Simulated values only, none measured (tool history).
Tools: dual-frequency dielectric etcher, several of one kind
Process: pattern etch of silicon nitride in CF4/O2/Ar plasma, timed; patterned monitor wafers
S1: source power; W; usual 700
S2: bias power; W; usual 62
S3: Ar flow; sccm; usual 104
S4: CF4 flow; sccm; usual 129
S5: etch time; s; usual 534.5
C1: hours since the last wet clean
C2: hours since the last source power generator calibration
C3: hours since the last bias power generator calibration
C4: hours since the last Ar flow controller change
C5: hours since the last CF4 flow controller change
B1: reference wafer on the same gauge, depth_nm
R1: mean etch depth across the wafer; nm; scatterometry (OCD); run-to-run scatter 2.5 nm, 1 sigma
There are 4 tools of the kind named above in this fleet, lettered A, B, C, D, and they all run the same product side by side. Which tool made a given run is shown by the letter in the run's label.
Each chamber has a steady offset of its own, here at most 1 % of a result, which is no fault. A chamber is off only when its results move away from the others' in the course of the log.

run 1D hour=8.3 | S1=700 S2=62 S3=104 S4=129 S5=534.5 | C1=12.8 C2=1342.7 C3=101.1 C4=491.5 C5=3006.2 | B1=1549.9 | R1=1510
run 2C hour=23.2 | S1=700 S2=62 S3=104 S4=129 S5=534.5 | C1=358.9 C2=1293.4 C3=1899.3 C4=380.7 C5=879.1 | B1=1549.4 | R1=1512.2
run 3B hour=38.5 | S1=700 S2=62 S3=104 S4=129 S5=534.5 | C1=439.9 C2=1325.4 C3=4744.1 C4=1927.1 C5=397.3 | B1=1548.6 | R1=1507.7
run 4A hour=53.8 | S1=700 S2=62 S3=104 S4=129 S5=534.5 | C1=423.3 C2=1256.9 C3=322.5 C4=1943.6 C5=311.5 | B1=1549.1 | R1=1492.5
run 5B hour=65.7 | S1=700 S2=62 S3=104 S4=129 S5=534.5 | C1=467.1 C2=1352.6 C3=4771.3 C4=1954.3 C5=424.5 | B1=1548.5 | R1=1513
run 6D hour=72.8 | S1=700 S2=47 S3=104 S4=129 S5=676.5 | C1=77.3 C2=1407.2 C3=165.6 C4=556 C5=3070.7 | B1=1548.4 | R1=1729.3
run 7C hour=84.6 | S1=700 S2=47 S3=104 S4=129 S5=676.5 | C1=420.3 C2=1354.8 C3=1960.7 C4=442.1 C5=940.5 | B1=1547.3 | R1=1728.4
-- hour=91.5 chamber B: bias power generator calibrated
run 8A hour=99 | S1=700 S2=47 S3=104 S4=129 S5=676.5 | C1=468.5 C2=1302.1 C3=367.7 C4=1988.8 C5=356.7 | B1=1547.1 | R1=1713.2
-- hour=107.8 chamber A: wet clean of the chamber
run 9C hour=108.5 | S1=700 S2=47 S3=104 S4=129 S5=676.5 | C1=444.2 C2=1378.7 C3=1984.6 C4=466 C5=964.4 | B1=1547.4 | R1=1730.3
-- hour=119.5 chamber B: wet clean of the chamber
run 10B hour=123.4 | S1=700 S2=62 S3=104 S4=129 S5=534.5 | C1=4 C2=1410.3 C3=32 C4=2012 C5=482.2 | B1=1547.1 | R1=1511.6
run 11D hour=133 | S1=700 S2=62 S3=104 S4=129 S5=534.5 | C1=137.5 C2=1467.4 C3=225.8 C4=616.2 C5=3130.9 | B1=1546.1 | R1=1509.3
run 12A hour=143.2 | S1=700 S2=62 S3=104 S4=129 S5=534.5 | C1=35.4 C2=1346.3 C3=411.9 C4=2033 C5=400.9 | B1=1546 | R1=1487.5
run 13C hour=157.8 | S1=700 S2=62 S3=104 S4=129 S5=534.5 | C1=493.5 C2=1428 C3=2033.9 C4=515.3 C5=1013.7 | B1=1546.4 | R1=1504.5
run 14D hour=165.3 | S1=700 S2=62 S3=104 S4=129 S5=534.5 | C1=169.8 C2=1499.7 C3=258.1 C4=648.5 C5=3163.2 | B1=1546.2 | R1=1506.2
run 15A hour=174.6 | S1=700 S2=62 S3=104 S4=129 S5=534.5 | C1=66.8 C2=1377.7 C3=443.3 C4=2064.4 C5=432.3 | B1=1546.2 | R1=1493.1
run 16B hour=188.1 | S1=700 S2=62 S3=104 S4=129 S5=534.5 | C1=68.7 C2=1475 C3=96.7 C4=2076.7 C5=546.9 | B1=1544.8 | R1=1509.2
run 17C hour=196 | S1=700 S2=62 S3=104 S4=129 S5=534.5 | C1=531.7 C2=1466.2 C3=2072.1 C4=553.5 C5=1051.9 | B1=1544.6 | R1=1507.9
run 18B hour=205.6 | S1=700 S2=62 S3=104 S4=129 S5=534.5 | C1=86.2 C2=1492.5 C3=114.2 C4=2094.2 C5=564.4 | B1=1544.8 | R1=1509.1
run 19A hour=218.5 | S1=700 S2=62 S3=104 S4=129 S5=460 | C1=110.7 C2=1421.6 C3=487.2 C4=2108.3 C5=476.2 | B1=1544.1 | R1=1283.9
run 20D hour=234.5 | S1=700 S2=62 S3=104 S4=129 S5=460 | C1=239 C2=1568.9 C3=327.3 C4=717.7 C5=3232.4 | B1=1543.5 | R1=1294.3
run 21A hour=245.2 | S1=700 S2=62 S3=104 S4=129 S5=460 | C1=137.4 C2=1448.3 C3=513.9 C4=2135 C5=502.9 | B1=1543.3 | R1=1283
-- hour=245.8 chamber C: wet clean of the chamber
run 22D hour=256.1 | S1=700 S2=62 S3=104 S4=129 S5=460 | C1=260.6 C2=1590.5 C3=348.9 C4=739.3 C5=3254 | B1=1543 | R1=1296.7
run 23C hour=267.8 | S1=700 S2=62 S3=104 S4=129 S5=534.5 | C1=22.1 C2=1538 C3=2143.9 C4=625.3 C5=1123.7 | B1=1542.8 | R1=1503
-- hour=272.2 chamber B: Ar flow controller replaced
run 24B hour=277.7 | S1=700 S2=62 S3=104 S4=129 S5=534.5 | C1=158.3 C2=1564.6 C3=186.3 C4=5.6 C5=636.5 | B1=1542.6 | R1=1505.6
run 25D hour=293.2 | S1=700 S2=62 S3=104 S4=129 S5=534.5 | C1=297.7 C2=1627.6 C3=386 C4=776.4 C5=3291.1 | B1=1542.2 | R1=1503
run 26A hour=303 | S1=700 S2=62 S3=104 S4=129 S5=534.5 | C1=195.2 C2=1506.1 C3=571.7 C4=2192.8 C5=560.7 | B1=1542.6 | R1=1488.5
run 27C hour=315.8 | S1=700 S2=62 S3=104 S4=129 S5=534.5 | C1=70.1 C2=1586 C3=2191.9 C4=673.3 C5=1171.7 | B1=1542 | R1=1503
run 28B hour=330.6 | S1=700 S2=62 S3=104 S4=129 S5=534.5 | C1=211.2 C2=1617.5 C3=239.2 C4=58.5 C5=689.4 | B1=1541.5 | R1=1505.7
run 29C hour=346.3 | S1=700 S2=62 S3=104 S4=129 S5=534.5 | C1=100.6 C2=1616.5 C3=2222.4 C4=703.8 C5=1202.2 | B1=1540.4 | R1=1500.8
run 30B hour=362 | S1=700 S2=62 S3=104 S4=129 S5=637 | C1=242.6 C2=1648.9 C3=270.6 C4=89.9 C5=720.8 | B1=1541.5 | R1=1792.8
-- hour=372.6 chamber A: Ar flow controller replaced
run 31A hour=374.2 | S1=700 S2=62 S3=104 S4=129 S5=637 | C1=266.4 C2=1577.3 C3=642.9 C4=1.7 C5=631.9 | B1=1540.3 | R1=1775.9
-- hour=379.1 chamber C: source power generator calibrated
run 32D hour=387.8 | S1=700 S2=62 S3=104 S4=129 S5=637 | C1=392.3 C2=1722.2 C3=480.6 C4=871 C5=3385.7 | B1=1540.2 | R1=1791.7
run 33C hour=396.4 | S1=700 S2=62 S3=104 S4=129 S5=637 | C1=150.7 C2=17.3 C3=2272.5 C4=753.9 C5=1252.3 | B1=1540 | R1=1789.6

What goes on in this fleet: one chamber off, a drifting gauge, or nothing beyond the chambers' own small offsets? Name the chamber and the cause, if any.

No chamber is off; the gauge reading every chamber's wafers drifts, which makes the whole fleet appear to move together.
Likeliest cause: gauge reads low (%) = 0.672.

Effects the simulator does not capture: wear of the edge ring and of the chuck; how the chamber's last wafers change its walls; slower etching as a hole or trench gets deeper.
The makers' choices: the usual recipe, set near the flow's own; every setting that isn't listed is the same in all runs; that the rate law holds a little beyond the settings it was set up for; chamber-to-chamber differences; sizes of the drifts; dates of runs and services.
